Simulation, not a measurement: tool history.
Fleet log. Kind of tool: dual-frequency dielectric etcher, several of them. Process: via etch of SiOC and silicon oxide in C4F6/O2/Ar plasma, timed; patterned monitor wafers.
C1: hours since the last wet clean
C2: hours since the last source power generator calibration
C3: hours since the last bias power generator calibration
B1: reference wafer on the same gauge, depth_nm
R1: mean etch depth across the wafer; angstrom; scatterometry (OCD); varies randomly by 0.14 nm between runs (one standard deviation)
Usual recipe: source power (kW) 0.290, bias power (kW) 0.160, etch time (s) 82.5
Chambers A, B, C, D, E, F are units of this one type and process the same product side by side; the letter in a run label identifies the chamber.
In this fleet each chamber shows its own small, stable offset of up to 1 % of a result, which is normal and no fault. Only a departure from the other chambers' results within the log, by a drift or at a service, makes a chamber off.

run 1B hour=10.1 | source_power_(kW)=0.290 bias_power_(kW)=0.160 etch_time_(s)=82.5 | C1=72.1 C2=2198.7 C3=2905.2 | B1=80.082 | R1=789.42
run 2E hour=22.7 | source_power_(kW)=0.290 bias_power_(kW)=0.160 etch_time_(s)=82.5 | C1=468.2 C2=1755.8 C3=2016.6 | B1=80.093 | R1=791.48
-- hour=27.1 chamber A: wet clean of the chamber
run 3C hour=34.5 | source_power_(kW)=0.290 bias_power_(kW)=0.160 etch_time_(s)=82.5 | C1=159.8 C2=937.1 C3=3787.1 | B1=80.058 | R1=788.36
run 4A hour=46.2 | source_power_(kW)=0.290 bias_power_(kW)=0.160 etch_time_(s)=82.5 | C1=19.1 C2=4297.4 C3=595.2 | B1=80.049 | R1=793.63
run 5F hour=59.5 | source_power_(kW)=0.290 bias_power_(kW)=0.160 etch_time_(s)=82.5 | C1=145.9 C2=3388.8 C3=3179.3 | B1=80.011 | R1=783.90
run 6D hour=67.3 | source_power_(kW)=0.290 bias_power_(kW)=0.160 etch_time_(s)=82.5 | C1=182.4 C2=357.7 C3=1060.0 | B1=80.018 | R1=791.02
run 7D hour=79.3 | source_power_(kW)=0.290 bias_power_(kW)=0.160 etch_time_(s)=82.5 | C1=194.4 C2=369.7 C3=1072.0 | B1=79.983 | R1=788.36
run 8A hour=90.0 | source_power_(kW)=0.290 bias_power_(kW)=0.160 etch_time_(s)=82.5 | C1=62.9 C2=4341.2 C3=639.0 | B1=79.945 | R1=792.68
run 9F hour=97.8 | source_power_(kW)=0.290 bias_power_(kW)=0.160 etch_time_(s)=82.5 | C1=184.2 C2=3427.1 C3=3217.6 | B1=79.957 | R1=785.23
run 10E hour=106.2 | source_power_(kW)=0.290 bias_power_(kW)=0.160 etch_time_(s)=82.5 | C1=551.7 C2=1839.3 C3=2100.1 | B1=79.969 | R1=789.29
run 11B hour=113.4 | source_power_(kW)=0.290 bias_power_(kW)=0.160 etch_time_(s)=82.5 | C1=175.4 C2=2302.0 C3=3008.5 | B1=79.954 | R1=785.54
-- hour=125.2 chamber F: bias power generator calibrated
run 12C hour=126.6 | source_power_(kW)=0.290 bias_power_(kW)=0.160 etch_time_(s)=82.5 | C1=251.9 C2=1029.2 C3=3879.2 | B1=79.947 | R1=787.62
-- hour=137.3 chamber E: wet clean of the chamber
run 13A hour=137.7 | source_power_(kW)=0.290 bias_power_(kW)=0.160 etch_time_(s)=82.5 | C1=110.6 C2=4388.9 C3=686.7 | B1=79.904 | R1=791.86
run 14E hour=149.9 | source_power_(kW)=0.290 bias_power_(kW)=0.160 etch_time_(s)=82.5 | C1=12.6 C2=1883.0 C3=2143.8 | B1=79.935 | R1=789.74
run 15B hour=156.6 | source_power_(kW)=0.290 bias_power_(kW)=0.160 etch_time_(s)=82.5 | C1=218.6 C2=2345.2 C3=3051.7 | B1=79.910 | R1=788.24
run 16C hour=166.7 | source_power_(kW)=0.290 bias_power_(kW)=0.160 etch_time_(s)=82.5 | C1=292.0 C2=1069.3 C3=3919.3 | B1=79.930 | R1=787.07
run 17D hour=178.8 | source_power_(kW)=0.290 bias_power_(kW)=0.160 etch_time_(s)=82.5 | C1=293.9 C2=469.2 C3=1171.5 | B1=79.859 | R1=789.12
-- hour=183.2 chamber A: source power generator calibrated
-- hour=187.0 chamber B: source power generator calibrated
run 18F hour=189.7 | source_power_(kW)=0.290 bias_power_(kW)=0.160 etch_time_(s)=82.5 | C1=276.1 C2=3519.0 C3=64.5 | B1=79.848 | R1=784.18
run 19F hour=200.6 | source_power_(kW)=0.290 bias_power_(kW)=0.160 etch_time_(s)=82.5 | C1=287.0 C2=3529.9 C3=75.4 | B1=79.845 | R1=782.99
run 20A hour=211.9 | source_power_(kW)=0.290 bias_power_(kW)=0.160 etch_time_(s)=82.5 | C1=184.8 C2=28.7 C3=760.9 | B1=79.818 | R1=789.04
run 21B hour=218.4 | source_power_(kW)=0.350 bias_power_(kW)=0.160 etch_time_(s)=103.5 | C1=280.4 C2=31.5 C3=3113.5 | B1=79.809 | R1=1061.90
run 22D hour=224.8 | source_power_(kW)=0.350 bias_power_(kW)=0.160 etch_time_(s)=103.5 | C1=339.9 C2=515.2 C3=1217.5 | B1=79.797 | R1=1062.50
run 23C hour=236.3 | source_power_(kW)=0.350 bias_power_(kW)=0.160 etch_time_(s)=103.5 | C1=361.6 C2=1138.9 C3=3988.9 | B1=79.809 | R1=1063.00
run 24E hour=244.1 | source_power_(kW)=0.350 bias_power_(kW)=0.160 etch_time_(s)=103.5 | C1=106.8 C2=1977.2 C3=2238.0 | B1=79.785 | R1=1064.80
run 25C hour=253.0 | source_power_(kW)=0.350 bias_power_(kW)=0.160 etch_time_(s)=103.5 | C1=378.3 C2=1155.6 C3=4005.6 | B1=79.797 | R1=1060.00
run 26D hour=263.8 | source_power_(kW)=0.350 bias_power_(kW)=0.160 etch_time_(s)=103.5 | C1=378.9 C2=554.2 C3=1256.5 | B1=79.746 | R1=1061.20
run 27F hour=277.7 | source_power_(kW)=0.260 bias_power_(kW)=0.160 etch_time_(s)=82.5 | C1=364.1 C2=3607.0 C3=152.5 | B1=79.745 | R1=749.91
run 28B hour=286.7 | source_power_(kW)=0.260 bias_power_(kW)=0.160 etch_time_(s)=82.5 | C1=348.7 C2=99.8 C3=3181.8 | B1=79.741 | R1=749.90
run 29E hour=294.1 | source_power_(kW)=0.260 bias_power_(kW)=0.160 etch_time_(s)=82.5 | C1=156.8 C2=2027.2 C3=2288.0 | B1=79.739 | R1=752.71
-- hour=306.6 chamber D: wet clean of the chamber
run 30A hour=306.8 | source_power_(kW)=0.260 bias_power_(kW)=0.160 etch_time_(s)=82.5 | C1=279.7 C2=123.6 C3=855.8 | B1=79.684 | R1=755.93
run 31D hour=315.9 | source_power_(kW)=0.260 bias_power_(kW)=0.160 etch_time_(s)=82.5 | C1=9.3 C2=606.3 C3=1308.6 | B1=79.661 | R1=753.15
run 32C hour=329.6 | source_power_(kW)=0.260 bias_power_(kW)=0.160 etch_time_(s)=82.5 | C1=454.9 C2=1232.2 C3=4082.2 | B1=79.654 | R1=753.86
run 33F hour=340.5 | source_power_(kW)=0.290 bias_power_(kW)=0.160 etch_time_(s)=82.5 | C1=426.9 C2=3669.8 C3=215.3 | B1=79.673 | R1=778.03
run 34B hour=348.8 | source_power_(kW)=0.290 bias_power_(kW)=0.160 etch_time_(s)=82.5 | C1=410.8 C2=161.9 C3=3243.9 | B1=79.626 | R1=785.30
-- hour=354.0 chamber C: wet clean of the chamber
run 35E hour=362.2 | source_power_(kW)=0.290 bias_power_(kW)=0.160 etch_time_(s)=82.5 | C1=224.9 C2=2095.3 C3=2356.1 | B1=79.639 | R1=784.76
run 36A hour=376.8 | source_power_(kW)=0.290 bias_power_(kW)=0.160 etch_time_(s)=82.5 | C1=349.7 C2=193.6 C3=925.8 | B1=79.598 | R1=788.30
run 37E hour=386.2 | source_power_(kW)=0.290 bias_power_(kW)=0.198 etch_time_(s)=67.5 | C1=248.9 C2=2119.3 C3=2380.1 | B1=79.586 | R1=688.12
-- hour=387.5 chamber B: wet clean of the chamber
run 38F hour=393.5 | source_power_(kW)=0.290 bias_power_(kW)=0.198 etch_time_(s)=67.5 | C1=479.9 C2=3722.8 C3=268.3 | B1=79.621 | R1=684.35
run 39C hour=401.1 | source_power_(kW)=0.290 bias_power_(kW)=0.198 etch_time_(s)=67.5 | C1=47.1 C2=1303.7 C3=4153.7 | B1=79.597 | R1=688.21
run 40A hour=413.2 | source_power_(kW)=0.290 bias_power_(kW)=0.198 etch_time_(s)=67.5 | C1=386.1 C2=230.0 C3=962.2 | B1=79.569 | R1=689.54
run 41B hour=419.9 | source_power_(kW)=0.290 bias_power_(kW)=0.198 etch_time_(s)=67.5 | C1=32.4 C2=233.0 C3=3315.0 | B1=79.547 | R1=688.69

Next, every chamber runs the same settings. What will each give?
run 42A hour=430.4 | source_power_(kW)=0.290 bias_power_(kW)=0.160 etch_time_(s)=82.5 | R1=?
run 42B hour=430.4 | source_power_(kW)=0.290 bias_power_(kW)=0.160 etch_time_(s)=82.5 | R1=?
run 42C hour=430.4 | source_power_(kW)=0.290 bias_power_(kW)=0.160 etch_time_(s)=82.5 | R1=?
run 42D hour=430.4 | source_power_(kW)=0.290 bias_power_(kW)=0.160 etch_time_(s)=82.5 | R1=?
run 42E hour=430.4 | source_power_(kW)=0.290 bias_power_(kW)=0.160 etch_time_(s)=82.5 | R1=?
run 42F hour=430.4 | source_power_(kW)=0.290 bias_power_(kW)=0.160 etch_time_(s)=82.5 | R1=?

run=42A R1=786.31
run=42B R1=782.96
run=42C R1=783.63
run=42D R1=786.00
run=42E R1=784.77
run=42F R1=780.13

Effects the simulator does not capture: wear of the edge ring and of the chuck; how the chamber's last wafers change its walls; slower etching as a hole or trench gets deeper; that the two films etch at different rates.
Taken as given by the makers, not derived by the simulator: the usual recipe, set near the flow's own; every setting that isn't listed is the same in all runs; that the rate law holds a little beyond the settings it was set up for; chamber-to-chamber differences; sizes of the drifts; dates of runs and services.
